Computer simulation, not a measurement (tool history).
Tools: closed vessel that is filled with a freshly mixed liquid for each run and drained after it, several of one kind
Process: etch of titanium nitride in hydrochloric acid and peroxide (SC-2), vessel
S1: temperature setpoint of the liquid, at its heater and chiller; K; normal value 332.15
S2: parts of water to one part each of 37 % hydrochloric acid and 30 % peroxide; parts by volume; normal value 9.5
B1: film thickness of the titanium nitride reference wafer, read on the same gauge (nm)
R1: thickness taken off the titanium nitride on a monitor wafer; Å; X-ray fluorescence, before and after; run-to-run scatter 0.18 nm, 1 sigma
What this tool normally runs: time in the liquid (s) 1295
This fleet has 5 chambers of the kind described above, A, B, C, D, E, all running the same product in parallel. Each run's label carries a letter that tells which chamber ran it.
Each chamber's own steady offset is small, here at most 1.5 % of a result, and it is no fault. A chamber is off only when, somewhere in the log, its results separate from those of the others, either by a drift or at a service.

run 1D hour=9.5 | S1=332.15 S2=9.5 time_in_the_liquid_(s)=1295 | B1=80.062 | R1=477.27
-- hour=12.6 chamber C: chemicals flow meter replaced
run 2A hour=18.7 | S1=332.15 S2=9.5 time_in_the_liquid_(s)=1295 | B1=80.008 | R1=476.80
run 3E hour=33.4 | S1=332.15 S2=9.5 time_in_the_liquid_(s)=1295 | B1=80.006 | R1=474.00
run 4C hour=44.9 | S1=332.15 S2=9.5 time_in_the_liquid_(s)=1295 | B1=79.997 | R1=484.14
run 5B hour=59.2 | S1=332.15 S2=9.5 time_in_the_liquid_(s)=1295 | B1=80.051 | R1=478.95
run 6E hour=69.2 | S1=332.15 S2=9.5 time_in_the_liquid_(s)=1295 | B1=80.027 | R1=472.54
run 7C hour=82.5 | S1=332.15 S2=9.5 time_in_the_liquid_(s)=1295 | B1=80.005 | R1=484.18
run 8A hour=92.7 | S1=332.15 S2=9.5 time_in_the_liquid_(s)=1295 | B1=79.972 | R1=474.08
run 9B hour=100.9 | S1=332.15 S2=9.5 time_in_the_liquid_(s)=1295 | B1=79.997 | R1=476.92
-- hour=103.1 chamber D: thermometer replaced
run 10D hour=108.6 | S1=338.15 S2=4.5 time_in_the_liquid_(s)=1295 | B1=79.984 | R1=1231.80
run 11D hour=118.4 | S1=338.15 S2=4.5 time_in_the_liquid_(s)=1295 | B1=80.005 | R1=1235.60
-- hour=119.7 chamber E: chemicals flow meter replaced
run 12C hour=126.7 | S1=338.15 S2=4.5 time_in_the_liquid_(s)=1295 | B1=79.997 | R1=1234.40
-- hour=129.4 chamber C: new drum of peroxide connected
run 13A hour=142.1 | S1=338.15 S2=4.5 time_in_the_liquid_(s)=1295 | B1=80.006 | R1=1224.50
run 14B hour=149.9 | S1=338.15 S2=4.5 time_in_the_liquid_(s)=1295 | B1=80.019 | R1=1230.70
run 15E hour=160.4 | S1=332.15 S2=9.5 time_in_the_liquid_(s)=1295 | B1=79.983 | R1=474.69
run 16A hour=175.9 | S1=332.15 S2=9.5 time_in_the_liquid_(s)=1295 | B1=80.059 | R1=476.39
run 17C hour=191.8 | S1=332.15 S2=9.5 time_in_the_liquid_(s)=1295 | B1=79.956 | R1=480.65
run 18E hour=201.4 | S1=332.15 S2=9.5 time_in_the_liquid_(s)=1295 | B1=79.962 | R1=475.74
run 19B hour=215.0 | S1=332.15 S2=9.5 time_in_the_liquid_(s)=1295 | B1=79.966 | R1=468.32
-- hour=220.8 chamber D: chemicals flow meter replaced
run 20D hour=229.2 | S1=332.15 S2=9.5 time_in_the_liquid_(s)=1295 | B1=79.975 | R1=475.14
run 21D hour=241.1 | S1=332.15 S2=9.5 time_in_the_liquid_(s)=1295 | B1=79.992 | R1=477.59
run 22E hour=254.5 | S1=332.15 S2=9.5 time_in_the_liquid_(s)=1295 | B1=80.010 | R1=475.56
run 23B hour=262.5 | S1=332.15 S2=9.5 time_in_the_liquid_(s)=1295 | B1=80.039 | R1=466.03
run 24C hour=276.2 | S1=332.15 S2=9.5 time_in_the_liquid_(s)=1295 | B1=79.995 | R1=486.08
run 25A hour=291.5 | S1=332.15 S2=9.5 time_in_the_liquid_(s)=1295 | B1=79.994 | R1=473.57
run 26B hour=305.7 | S1=323.15 S2=9.5 time_in_the_liquid_(s)=690 | B1=79.992 | R1=138.35
run 27C hour=313.8 | S1=323.15 S2=9.5 time_in_the_liquid_(s)=690 | B1=80.013 | R1=145.27
run 28D hour=322.3 | S1=323.15 S2=9.5 time_in_the_liquid_(s)=690 | B1=79.985 | R1=142.69
run 29A hour=334.7 | S1=323.15 S2=9.5 time_in_the_liquid_(s)=690 | B1=79.973 | R1=140.36
run 30E hour=346.0 | S1=323.15 S2=9.5 time_in_the_liquid_(s)=690 | B1=80.005 | R1=142.62
run 31B hour=357.5 | S1=338.65 S2=9.5 time_in_the_liquid_(s)=1295 | B1=79.974 | R1=689.75

What goes on in this fleet: one chamber off, a drifting gauge, or nothing beyond the chambers' own small offsets? Name the chamber and the cause, if any.

Little by little, chamber B moves away from the other chambers.
Most likely cause: chemicals flow below the setpoint (%) = 4.67.
It could be hard to tell apart here from: liquid colder than its thermometer reads (K); peroxide weaker than its label (%).

Here are 4 candidates for chamber B's next run, each the usual settings with a change, their results left as question marks. Which one brings its results back in line with what the others give on the usual settings?
Counts as in line when no further than this from what the other chambers average on the usual settings: R1 6.20 Å
run 32B-1 hour=369.0 | S1=332.15 S2=9.5 time_in_the_liquid_(s)=1345 | R1=?
run 32B-2 hour=369.0 | S1=332.65 S2=9.5 time_in_the_liquid_(s)=1330 | R1=?
run 32B-3 hour=369.0 | S1=331.15 S2=9.5 time_in_the_liquid_(s)=1295 | R1=?
run 32B-4 hour=369.0 | S1=332.15 S2=9.5 time_in_the_liquid_(s)=1245 | R1=?

The other chambers' mean on the usual settings: R1 478.29 Å
run=32B-1 R1=478.40
run=32B-2 R1=488.21
run=32B-3 R1=432.36
run=32B-4 R1=442.83
The answer is 32B-1, which returns the chamber to within the allowed miss of the others.
